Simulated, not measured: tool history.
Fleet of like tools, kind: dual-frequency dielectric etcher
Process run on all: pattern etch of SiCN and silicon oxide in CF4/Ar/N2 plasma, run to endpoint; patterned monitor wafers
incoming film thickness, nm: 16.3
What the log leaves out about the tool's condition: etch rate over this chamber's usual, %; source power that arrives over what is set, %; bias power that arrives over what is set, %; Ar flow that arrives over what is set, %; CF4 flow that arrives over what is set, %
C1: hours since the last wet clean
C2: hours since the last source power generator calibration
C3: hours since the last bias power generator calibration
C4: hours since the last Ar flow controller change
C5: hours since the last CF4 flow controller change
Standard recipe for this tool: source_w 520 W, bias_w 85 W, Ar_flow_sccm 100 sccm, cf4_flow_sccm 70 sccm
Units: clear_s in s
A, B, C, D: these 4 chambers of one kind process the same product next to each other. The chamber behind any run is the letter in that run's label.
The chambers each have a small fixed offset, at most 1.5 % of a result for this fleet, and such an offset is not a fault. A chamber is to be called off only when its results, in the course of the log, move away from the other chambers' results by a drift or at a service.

Run 1D, hour 4.2: usual settings; C1 228.1; C2 432; C3 3047.1; C4 476.7; C5 1526. Result: clear_s 15.864 s.
Run 2A, hour 7.5: usual settings; C1 221; C2 3208.7; C3 692.3; C4 3905.6; C5 1893.1. Result: clear_s 15.666 s.
Run 3B, hour 10.7: usual settings; C1 39.8; C2 812.8; C3 272.7; C4 654.2; C5 1482.9. Result: clear_s 15.67 s.
Run 4C, hour 14: usual settings; C1 226.9; C2 388; C3 2376.8; C4 3016.9; C5 1609.7. Result: clear_s 15.878 s.
Run 5D, hour 16.8: usual settings; C1 240.7; C2 444.6; C3 3059.7; C4 489.3; C5 1538.6. Result: clear_s 15.537 s.
Run 6B, hour 19.8: usual settings; C1 48.9; C2 821.9; C3 281.8; C4 663.3; C5 1492. Result: clear_s 15.782 s.
Run 7A, hour 22.3: usual settings; C1 235.8; C2 3223.5; C3 707.1; C4 3920.4; C5 1907.9. Result: clear_s 15.645 s.
Run 8C, hour 25: usual settings; C1 237.9; C2 399; C3 2387.8; C4 3027.9; C5 1620.7. Result: clear_s 15.957 s.
Run 9B, hour 28: usual settings; C1 57.1; C2 830.1; C3 290; C4 671.5; C5 1500.2. Result: clear_s 15.701 s.
Run 10A, hour 32.4: usual settings; C1 245.9; C2 3233.6; C3 717.2; C4 3930.5; C5 1918. Result: clear_s 16.001 s.
Run 11C, hour 34.6: usual settings; C1 247.5; C2 408.6; C3 2397.4; C4 3037.5; C5 1630.3. Result: clear_s 15.999 s.
Run 12D, hour 39.1: usual settings; C1 263; C2 466.9; C3 3082; C4 511.6; C5 1560.9. Result: clear_s 15.651 s.
Run 13A, hour 42.5: usual settings but Ar_flow_sccm 108 sccm, cf4_flow_sccm 76 sccm; C1 256; C2 3243.7; C3 727.3; C4 3940.6; C5 1928.1. Result: clear_s 15.831 s.
Run 14D, hour 45.7: usual settings but Ar_flow_sccm 108 sccm, cf4_flow_sccm 76 sccm; C1 269.6; C2 473.5; C3 3088.6; C4 518.2; C5 1567.5. Result: clear_s 15.736 s.
Run 15B, hour 48.4: usual settings but Ar_flow_sccm 108 sccm, cf4_flow_sccm 76 sccm; C1 77.5; C2 850.5; C3 310.4; C4 691.9; C5 1520.6. Result: clear_s 15.681 s.
Run 16C, hour 51.3: usual settings but Ar_flow_sccm 108 sccm, cf4_flow_sccm 76 sccm; C1 264.2; C2 425.3; C3 2414.1; C4 3054.2; C5 1647. Result: clear_s 15.983 s.
Run 17C, hour 53.8: usual settings; C1 266.7; C2 427.8; C3 2416.6; C4 3056.7; C5 1649.5. Result: clear_s 15.917 s.
Run 18D, hour 56.1: usual settings; C1 280; C2 483.9; C3 3099; C4 528.6; C5 1577.9. Result: clear_s 15.515 s.
Run 19A, hour 59.5: usual settings; C1 273; C2 3260.7; C3 744.3; C4 3957.6; C5 1945.1. Result: clear_s 15.912 s.
Run 20B, hour 63.8: usual settings; C1 92.9; C2 865.9; C3 325.8; C4 707.3; C5 1536. Result: clear_s 15.626 s.
Run 21C, hour 67.3: usual settings; C1 280.2; C2 441.3; C3 2430.1; C4 3070.2; C5 1663. Result: clear_s 15.816 s.
Run 22B, hour 71.1: usual settings; C1 100.2; C2 873.2; C3 333.1; C4 714.6; C5 1543.3. Result: clear_s 15.488 s.
Run 23A, hour 74.8: usual settings; C1 288.3; C2 3276; C3 759.6; C4 3972.9; C5 1960.4. Result: clear_s 15.888 s.
Run 24D, hour 77.1: usual settings; C1 301; C2 504.9; C3 3120; C4 549.6; C5 1598.9. Result: clear_s 15.871 s.
Run 25A, hour 79.1: usual settings but Ar_flow_sccm 123 sccm; C1 292.6; C2 3280.3; C3 763.9; C4 3977.2; C5 1964.7. Result: clear_s 16.6 s.
Run 26D, hour 81.2: usual settings but Ar_flow_sccm 123 sccm; C1 305.1; C2 509; C3 3124.1; C4 553.7; C5 1603. Result: clear_s 16.323 s.
Run 27C, hour 85.3: usual settings but Ar_flow_sccm 123 sccm; C1 298.2; C2 459.3; C3 2448.1; C4 3088.2; C5 1681. Result: clear_s 16.433 s.
Run 28B, hour 88.2: usual settings but Ar_flow_sccm 123 sccm; C1 117.3; C2 890.3; C3 350.2; C4 731.7; C5 1560.4. Result: clear_s 16.088 s.
Run 29D, hour 91.5: usual settings; C1 315.4; C2 519.3; C3 3134.4; C4 564; C5 1613.3. Result: clear_s 15.818 s.

The same settings go to every chamber for the next run, one line per chamber below. Forecast the results for each:
Run 30A, hour 94.8: usual settings. Result: clear_s ?.
Run 30B, hour 94.8: usual settings. Result: clear_s ?.
Run 30C, hour 94.8: usual settings. Result: clear_s ?.
Run 30D, hour 94.8: usual settings. Result: clear_s ?.

run  clear_s
30A   15.709
30B   15.729
30C   15.941
30D   15.945

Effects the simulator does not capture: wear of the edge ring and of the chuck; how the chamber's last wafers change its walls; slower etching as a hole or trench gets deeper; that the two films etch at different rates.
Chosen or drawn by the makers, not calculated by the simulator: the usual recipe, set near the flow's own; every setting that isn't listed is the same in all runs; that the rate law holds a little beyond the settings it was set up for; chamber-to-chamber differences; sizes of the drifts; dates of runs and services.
